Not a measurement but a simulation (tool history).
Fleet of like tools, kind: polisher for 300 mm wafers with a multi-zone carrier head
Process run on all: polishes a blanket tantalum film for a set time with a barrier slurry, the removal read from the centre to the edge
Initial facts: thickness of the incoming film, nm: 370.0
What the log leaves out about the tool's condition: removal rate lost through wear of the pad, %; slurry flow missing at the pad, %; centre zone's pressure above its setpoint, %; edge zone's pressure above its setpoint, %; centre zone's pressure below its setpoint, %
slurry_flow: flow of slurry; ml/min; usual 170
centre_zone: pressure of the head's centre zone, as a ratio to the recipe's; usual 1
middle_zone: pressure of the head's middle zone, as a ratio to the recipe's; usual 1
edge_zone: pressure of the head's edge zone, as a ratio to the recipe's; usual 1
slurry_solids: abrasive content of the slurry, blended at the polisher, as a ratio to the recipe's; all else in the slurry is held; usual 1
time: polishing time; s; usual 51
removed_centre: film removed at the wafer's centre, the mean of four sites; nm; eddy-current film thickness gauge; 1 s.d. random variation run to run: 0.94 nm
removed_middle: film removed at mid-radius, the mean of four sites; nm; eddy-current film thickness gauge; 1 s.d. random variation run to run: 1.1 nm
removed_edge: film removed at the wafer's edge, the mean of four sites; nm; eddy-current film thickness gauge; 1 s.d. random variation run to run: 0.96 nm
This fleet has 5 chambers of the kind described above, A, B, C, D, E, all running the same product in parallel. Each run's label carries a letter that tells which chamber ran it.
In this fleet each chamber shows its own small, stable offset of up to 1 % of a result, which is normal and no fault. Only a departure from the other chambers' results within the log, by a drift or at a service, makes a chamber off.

| run | hour | slurry_flow | centre_zone | middle_zone | edge_zone | slurry_solids | time | wafers polished on this pad | hours since the slurry nozzle was cleaned | hours since the centre zone pressure was calibrated | hours since the edge zone pressure was calibrated | removed_centre | removed_middle | removed_edge |
|---|---|---|---|---|---|---|---|---|---|---|---|---|---|---|
|  | 7.3 | chamber C: slurry nozzle cleaned |
| 1D | 15.6 | 170 | 1 | 1 | 1 | 1 | 51 | 295 | 687 | 116.9 | 636.9 | 107.14 | 110.27 | 107.24 |
|  | 19 | chamber A: slurry nozzle cleaned |
|  | 20.7 | chamber C: worn pad replaced by a new one |
| 2A | 22.8 | 170 | 1 | 1 | 1 | 1 | 51 | 1246 | 3.9 | 615.5 | 914.8 | 107.77 | 108.54 | 107.38 |
| 3E | 32.4 | 170 | 1 | 1 | 1 | 1 | 51 | 575 | 614.3 | 728.7 | 143.1 | 107.27 | 105.11 | 108.67 |
| 4B | 47.3 | 170 | 1 | 1 | 1 | 1 | 51 | 866 | 457 | 795 | 351 | 106.52 | 109.45 | 110.07 |
| 5C | 54.7 | 170 | 1 | 1 | 1 | 1 | 51 | 362 | 47.4 | 1141.7 | 105.4 | 108.1 | 107.73 | 107.78 |
|  | 61.1 | chamber A: worn pad replaced by a new one |
|  | 62.6 | chamber E: worn pad replaced by a new one |
|  | 67.3 | chamber B: edge zone pressure recalibrated |
|  | 67.3 | chamber D: slurry nozzle cleaned |
| 6A | 69.6 | 170 | 1 | 1 | 1.04 | 1 | 51 | 91 | 50.7 | 662.3 | 961.6 | 108.3 | 109.81 | 110.36 |
| 7C | 77.8 | 170 | 1 | 1 | 1.04 | 1 | 51 | 608 | 70.5 | 1164.8 | 128.5 | 107.17 | 106.55 | 110.41 |
| 8E | 85.8 | 170 | 1 | 1 | 1.04 | 1 | 51 | 247 | 667.7 | 782.1 | 196.5 | 107.53 | 107.19 | 109.86 |
| 9B | 94.2 | 170 | 1 | 1 | 1.04 | 1 | 51 | 1366 | 503.9 | 841.9 | 27 | 107.94 | 108.42 | 108.87 |
|  | 95.8 | chamber B: worn pad replaced by a new one |
|  | 99.3 | chamber D: worn pad replaced by a new one |
| 10D | 102.2 | 170 | 1 | 1 | 1.04 | 1 | 51 | 31 | 35 | 203.5 | 723.5 | 108.49 | 109 | 109.7 |
| 11B | 110 | 205 | 1.07 | 1 | 1 | 1 | 51 | 151 | 519.7 | 857.7 | 42.8 | 119.97 | 114.02 | 110.73 |
| 12C | 121.3 | 205 | 1.07 | 1 | 1 | 1 | 51 | 1071 | 114 | 1208.3 | 172 | 122.26 | 112.09 | 111.02 |
|  | 124.9 | chamber B: centre zone pressure recalibrated |
|  | 130.4 | chamber A: edge zone pressure recalibrated |
| 13D | 133.1 | 205 | 1.07 | 1 | 1 | 1 | 51 | 360 | 65.9 | 234.4 | 754.4 | 118.57 | 110.93 | 111.55 |
|  | 136 | chamber C: worn pad replaced by a new one |
| 14A | 148 | 205 | 1.07 | 1 | 1 | 1 | 51 | 926 | 129.1 | 740.7 | 17.7 | 121.46 | 109.79 | 109.08 |
|  | 157.3 | chamber E: worn pad replaced by a new one |
| 15E | 159.2 | 205 | 1.07 | 1 | 1 | 1 | 51 | 20 | 741.1 | 855.5 | 269.9 | 120.73 | 110.46 | 111.38 |
|  | 167.6 | chamber E: slurry nozzle cleaned |
| 16E | 174 | 170 | 1 | 1 | 1 | 1 | 51 | 177 | 6.4 | 870.3 | 284.7 | 107.42 | 108.4 | 107.83 |
| 17C | 184.8 | 170 | 1 | 1 | 1 | 1 | 51 | 520 | 177.5 | 1271.8 | 235.5 | 108.23 | 108.27 | 108.6 |
|  | 195.1 | chamber D: worn pad replaced by a new one |
| 18A | 198.4 | 170 | 1 | 1 | 1 | 1 | 51 | 1463 | 179.5 | 791.1 | 68.1 | 108.87 | 109.54 | 105.6 |
|  | 210.3 | chamber A: worn pad replaced by a new one |
| 19B | 211.3 | 200 | 1 | 1 | 1 | 1 | 51 | 1230 | 621 | 86.4 | 144.1 | 111.46 | 110.67 | 110.3 |
|  | 213.2 | chamber B: worn pad replaced by a new one |
|  | 219.7 | chamber C: centre zone pressure recalibrated |
| 20D | 225.9 | 200 | 1 | 1 | 1 | 1 | 51 | 328 | 158.7 | 327.2 | 847.2 | 111.62 | 111.77 | 108.5 |
|  | 226.9 | chamber E: centre zone pressure recalibrated |
| 21B | 233.2 | 200 | 1 | 1 | 1 | 1 | 51 | 213 | 642.9 | 108.3 | 166 | 110.03 | 111.76 | 109.76 |
|  | 239.4 | chamber C: slurry nozzle cleaned |
|  | 240.6 | chamber C: worn pad replaced by a new one |
| 22E | 248.2 | 200 | 1 | 1 | 1 | 1 | 51 | 968 | 80.6 | 21.3 | 358.9 | 111.07 | 111.14 | 111.4 |
| 23D | 258.5 | 200 | 1 | 1 | 1 | 1 | 51 | 675 | 191.3 | 359.8 | 879.8 | 111.19 | 110.7 | 108.31 |
|  | 265.1 | chamber E: worn pad replaced by a new one |
| 24C | 269.3 | 170 | 1 | 1 | 1 | 1 | 51 | 306 | 30 | 49.7 | 320 | 108.05 | 108.75 | 105.81 |
|  | 282.3 | chamber D: worn pad replaced by a new one |
| 25A | 285.4 | 170 | 1 | 1 | 1 | 1 | 51 | 799 | 266.5 | 878.1 | 155.1 | 109.2 | 108.65 | 106.42 |
| 26C | 301.3 | 170 | 1 | 1 | 1 | 1 | 51 | 647 | 62 | 81.7 | 352 | 107.37 | 108.42 | 106.49 |
| 27E | 314.2 | 170 | 1 | 1 | 1 | 1 | 51 | 522 | 146.6 | 87.3 | 424.9 | 108.74 | 107.06 | 108.13 |
|  | 323.3 | chamber B: worn pad replaced by a new one |
| 28B | 324.8 | 170 | 1 | 1 | 1 | 1 | 51 | 16 | 734.5 | 199.9 | 257.6 | 108.65 | 109.35 | 108.65 |
|  | 330.1 | chamber A: worn pad replaced by a new one |
| 29D | 335.8 | 170 | 1 | 1 | 1 | 1 | 51 | 570 | 268.6 | 437.1 | 957.1 | 107.98 | 105.97 | 107.58 |
| 30A | 349.4 | 170 | 1 | 1 | 1 | 1 | 51 | 206 | 330.5 | 942.1 | 219.1 | 108.31 | 109.29 | 107.38 |
|  | 351.7 | chamber C: worn pad replaced by a new one |
| 31C | 358.8 | 170 | 1 | 1 | 1 | 1 | 51 | 76 | 119.5 | 139.2 | 409.5 | 108.58 | 108.06 | 107.21 |
|  | 360.6 | chamber E: worn pad replaced by a new one |
|  | 363.4 | chamber B: edge zone pressure recalibrated |
| 32A | 369.3 | 170 | 1 | 1 | 1 | 1 | 51 | 418 | 350.4 | 962 | 239 | 109.13 | 107.97 | 109.05 |
| 33E | 378.3 | 170 | 1 | 1 | 1 | 1 | 51 | 188 | 210.7 | 151.4 | 489 | 109.35 | 106.95 | 108.01 |
|  | 381.9 | chamber A: slurry nozzle cleaned |
|  | 384 | chamber D: worn pad replaced by a new one |
| 34B | 390.5 | 170 | 1 | 1 | 1 | 1 | 51 | 716 | 800.2 | 265.6 | 27.2 | 109 | 107.61 | 108.78 |
| 35D | 399 | 170 | 1 | 1 | 1 | 1 | 51 | 160 | 331.8 | 500.3 | 1020.3 | 107.49 | 107.17 | 107.99 |
|  | 404.2 | chamber C: edge zone pressure recalibrated |
| 36C | 406.3 | 170 | 1 | 1 | 1 | 1 | 51 | 582 | 167 | 186.7 | 2.2 | 107.72 | 108.12 | 105.98 |
| 37E | 413.9 | 170 | 1 | 1 | 1 | 1 | 51 | 567 | 246.3 | 187 | 524.6 | 106.16 | 105.51 | 108.26 |
| 38A | 421.9 | 170 | 0.94 | 1 | 1 | 0.9 | 51 | 978 | 40.1 | 1014.6 | 291.6 | 97.742 | 105.84 | 105.25 |
|  | 430.5 | chamber B: worn pad replaced by a new one |
| 39B | 432.5 | 170 | 0.94 | 1 | 1 | 0.9 | 51 | 21 | 842.2 | 307.6 | 69.2 | 96.834 | 106.28 | 105.24 |
|  | 441.8 | chamber E: worn pad replaced by a new one |
| 40D | 444.9 | 170 | 0.94 | 1 | 1 | 0.9 | 51 | 648 | 377.7 | 546.2 | 1066.2 | 97.182 | 104.01 | 104.55 |
| 41C | 457.3 | 170 | 0.94 | 1 | 1 | 0.9 | 51 | 1125 | 218 | 237.7 | 53.2 | 97.008 | 103.26 | 102.16 |
| 42B | 466.8 | 170 | 0.94 | 1 | 1 | 0.9 | 51 | 387 | 876.5 | 341.9 | 103.5 | 98.036 | 106.85 | 105.94 |
| 43E | 474.9 | 170 | 1 | 1 | 1 | 1 | 51 | 352 | 307.3 | 248 | 585.6 | 107.06 | 107.34 | 109.53 |

Has any chamber moved away from the others, gradually or after a service, or does the common gauge drift, or do the chambers differ only by their own small steady offsets? State the chamber and the most likely cause if one applies.

The fleet is healthy, with each chamber sitting at its usual small offset and no drift in the gauge.
